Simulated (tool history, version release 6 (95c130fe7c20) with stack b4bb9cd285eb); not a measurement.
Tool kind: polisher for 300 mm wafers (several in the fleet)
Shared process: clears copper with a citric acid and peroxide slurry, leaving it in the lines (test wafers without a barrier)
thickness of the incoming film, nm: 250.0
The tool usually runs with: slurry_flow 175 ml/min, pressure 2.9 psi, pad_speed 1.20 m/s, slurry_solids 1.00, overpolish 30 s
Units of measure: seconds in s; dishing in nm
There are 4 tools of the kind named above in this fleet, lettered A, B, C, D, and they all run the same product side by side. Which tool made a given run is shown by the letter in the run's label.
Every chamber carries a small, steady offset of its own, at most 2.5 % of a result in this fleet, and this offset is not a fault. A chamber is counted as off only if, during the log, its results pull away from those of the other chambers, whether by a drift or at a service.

run	hour	slurry_flow	pressure	pad_speed	slurry_solids	overpolish	seconds	dishing
# hour 4.6: chamber B: worn pad replaced by a new one
1A	5.7	175	2.9	1.20	1.00	30	91.966	33.928
2C	13.6	175	2.9	1.20	1.00	30	96.330	32.908
# hour 16.0: chamber D: slurry blender recalibrated
3B	20.6	175	2.9	1.20	1.00	30	89.038	34.111
# hour 21.8: chamber A: slurry blender recalibrated
# hour 26.5: chamber C: slurry blender recalibrated
4D	31.1	175	2.9	1.20	1.00	30	93.428	33.630
# hour 33.5: chamber A: head pressure recalibrated
5D	37.1	175	2.9	1.20	1.20	44	88.415	39.545
6C	42.5	175	2.9	1.20	1.20	44	88.186	38.484
# hour 43.9: chamber C: worn pad replaced by a new one
# hour 45.2: chamber B: head pressure recalibrated
# hour 52.7: chamber A: worn pad replaced by a new one
7A	53.7	175	2.9	1.20	1.20	44	89.792	39.209
8B	59.7	175	2.9	1.20	1.20	44	89.728	38.524
# hour 61.0: chamber B: worn pad replaced by a new one
9D	69.0	175	2.9	1.20	1.00	30	95.191	34.152
10B	78.1	175	2.9	1.20	1.00	30	93.637	34.196
11A	86.9	175	2.9	1.20	1.15	30	89.474	34.372
# hour 93.8: chamber C: slurry nozzle cleaned
12C	97.0	175	2.9	1.20	1.15	30	87.688	34.096
13A	107.9	175	2.9	1.20	1.15	30	92.497	34.365
14B	118.6	175	2.9	1.20	1.15	30	88.034	33.671
# hour 122.5: chamber D: worn pad replaced by a new one
# hour 123.4: chamber B: worn pad replaced by a new one
15D	125.4	175	2.9	1.20	1.00	30	95.763	33.475
16C	135.8	175	2.9	1.20	1.00	30	92.918	32.640
# hour 138.0: chamber B: slurry nozzle cleaned
# hour 140.6: chamber C: worn pad replaced by a new one
17D	145.9	175	2.9	1.20	1.00	30	92.727	33.584
# hour 151.9: chamber A: worn pad replaced by a new one
18A	153.4	175	2.9	1.20	1.00	30	91.017	33.990
# hour 156.8: chamber D: slurry nozzle cleaned
19C	163.9	175	2.9	1.20	1.00	30	92.089	32.978
20B	169.2	175	2.9	1.20	1.00	36	91.561	36.124
21D	175.6	175	2.9	1.20	1.00	36	92.611	36.158
# hour 183.7: chamber A: slurry nozzle cleaned
22C	184.2	175	2.9	1.20	1.00	36	89.969	35.213
# hour 186.5: chamber B: worn pad replaced by a new one
23A	192.2	175	2.9	1.20	1.00	36	94.341	36.020
# hour 198.6: chamber D: slurry blender recalibrated
24B	201.4	175	2.9	1.20	1.00	30	91.345	34.242
25A	212.8	175	2.9	1.20	1.00	30	89.923	34.491
26B	223.0	175	2.9	1.20	1.00	30	93.248	33.501
# hour 230.9: chamber C: worn pad replaced by a new one
27D	232.6	175	2.9	1.20	1.00	30	93.323	33.815
28C	238.5	175	2.9	0.78	0.85	30	148.110	26.288
29D	246.0	175	2.9	0.78	0.85	30	150.300	27.066
# hour 247.0: chamber A: worn pad replaced by a new one
# hour 249.7: chamber C: slurry blender recalibrated
30A	251.5	175	2.9	0.78	0.85	30	140.550	26.793
# hour 256.7: chamber B: worn pad replaced by a new one
31C	259.4	175	2.9	0.78	0.85	30	145.940	26.147
32B	266.1	175	2.9	1.20	1.00	30	91.377	34.066

The same settings go to every chamber for the next run, one line per chamber below. Forecast the results for each:
33A	274.3	150	2.9	1.20	1.00	30	?	?
33B	274.3	150	2.9	1.20	1.00	30	?	?
33C	274.3	150	2.9	1.20	1.00	30	?	?
33D	274.3	150	2.9	1.20	1.00	30	?	?

run	seconds	dishing
33A	95.749	34.275
33B	92.298	33.174
33C	93.668	32.899
33D	95.219	33.458
